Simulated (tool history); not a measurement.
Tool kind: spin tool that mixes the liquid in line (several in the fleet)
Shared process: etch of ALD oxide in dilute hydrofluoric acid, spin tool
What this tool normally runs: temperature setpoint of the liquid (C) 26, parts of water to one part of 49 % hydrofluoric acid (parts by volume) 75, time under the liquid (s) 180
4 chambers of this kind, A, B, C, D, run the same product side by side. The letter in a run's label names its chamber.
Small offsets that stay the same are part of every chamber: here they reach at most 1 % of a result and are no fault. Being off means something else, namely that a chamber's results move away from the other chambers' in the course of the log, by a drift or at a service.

| run | day | temperature setpoint of the liquid (C) | parts of water to one part of 49 % hydrofluoric acid (parts by volume) | time under the liquid (s) | hours since the thermometer was replaced | hours since the hydrofluoric acid flow meter was replaced | read-back film thickness of the ALD oxide reference wafer, read on the same gauge (nm) | thickness taken off the ALD oxide on a monitor wafer (nm) |
|---|---|---|---|---|---|---|---|---|
| 1A | 0.3 | 26 | 75 | 180 | 905 | 1365.6 | 100.01 | 32.372 |
| 2B | 0.621 | 26 | 75 | 180 | 730.4 | 897 | 100.01 | 32.449 |
| 3C | 0.975 | 26 | 75 | 180 | 837.6 | 870.4 | 99.998 | 32.358 |
| 4D | 1.442 | 26 | 75 | 180 | 767.4 | 458.1 | 99.985 | 32.323 |
| 5A | 1.754 | 26 | 75 | 180 | 939.9 | 1400.5 | 99.988 | 32.172 |
|  | 1.892 | chamber C: hydrofluoric acid flow meter replaced |
|  | 2.217 | chamber D: thermometer replaced |
| 6B | 2.258 | 26 | 75 | 180 | 769.7 | 936.3 | 100 | 32.29 |
|  | 2.633 | chamber A: hydrofluoric acid flow meter replaced |
| 7D | 2.783 | 26 | 75 | 180 | 13.6 | 490.3 | 100.01 | 33.213 |
| 8C | 3.25 | 26 | 75 | 180 | 892.2 | 32.6 | 99.993 | 32.334 |
| 9C | 3.554 | 26 | 75 | 180 | 899.5 | 39.9 | 99.989 | 32.412 |
| 10B | 3.862 | 26 | 75 | 180 | 808.2 | 974.8 | 99.995 | 32.845 |
| 11D | 4.4 | 26 | 75 | 180 | 52.4 | 529.1 | 99.997 | 32.537 |
| 12A | 4.908 | 26 | 75 | 180 | 1015.6 | 54.7 | 100.02 | 32.379 |
| 13A | 5.438 | 26 | 75 | 180 | 1028.3 | 67.4 | 100.01 | 32.401 |
| 14C | 5.771 | 26 | 75 | 180 | 952.7 | 93.1 | 99.991 | 33.344 |
| 15B | 6.142 | 26 | 60 | 180 | 862.9 | 1029.5 | 100.01 | 41.539 |
| 16D | 6.583 | 26 | 60 | 180 | 104.8 | 581.5 | 99.982 | 41.354 |
| 17D | 7.088 | 26 | 60 | 180 | 116.9 | 593.6 | 99.998 | 41.353 |
| 18A | 7.525 | 26 | 60 | 180 | 1078.4 | 117.5 | 100 | 40.975 |
| 19C | 8.162 | 26 | 75 | 180 | 1010.1 | 150.5 | 100 | 34.108 |
| 20B | 8.671 | 26 | 75 | 180 | 923.6 | 1090.2 | 100.01 | 32.573 |
| 21A | 9.325 | 26 | 75 | 180 | 1121.6 | 160.7 | 100.01 | 32.412 |
| 22C | 9.625 | 26 | 75 | 180 | 1045.2 | 185.6 | 99.996 | 34.638 |
| 23B | 10.2 | 26 | 75 | 180 | 960.3 | 1126.9 | 99.995 | 32.493 |
| 24D | 10.642 | 26 | 75 | 225 | 202.2 | 678.9 | 100.01 | 41.182 |
| 25C | 11.258 | 26 | 75 | 225 | 1084.4 | 224.8 | 100.01 | 44.032 |

Has any chamber moved away from the others, gradually or after a service, or does the common gauge drift, or do the chambers differ only by their own small steady offsets? State the chamber and the most likely cause if one applies.

One chamber, C, drifts off from the rest bit by bit.
What lies behind it: liquid hotter than its thermometer reads (K) = 2.1.
It could be hard to tell apart here from: hydrofluoric acid flow above the setpoint (%).

Which of the 4 candidates below, each the usual settings with something changed and its results left as question marks, puts chamber C back in line with what the other chambers give on the usual settings?
A result is in line if it is within this distance of the other chambers' mean on the usual settings: thickness taken off the ALD oxide on a monitor wafer (nm) 0.93
| 26C-1 | 11.733 | 26 | 75 | 195 |  |  |  | ? |
| 26C-2 | 11.733 | 26 | 75 | 185 |  |  |  | ? |
| 26C-3 | 11.733 | 26 | 75 | 175 |  |  |  | ? |
| 26C-4 | 11.733 | 26 | 75 | 165 |  |  |  | ? |

What the other chambers average on the usual settings: thickness taken off the ALD oxide on a monitor wafer (nm) 32.549
| run | thickness taken off the ALD oxide on a monitor wafer (nm) |
|---|---|
| 26C-1 | 38.316 |
| 26C-2 | 36.351 |
| 26C-3 | 34.386 |
| 26C-4 | 32.422 |
It is 26C-4 that realigns the chamber with its peers.
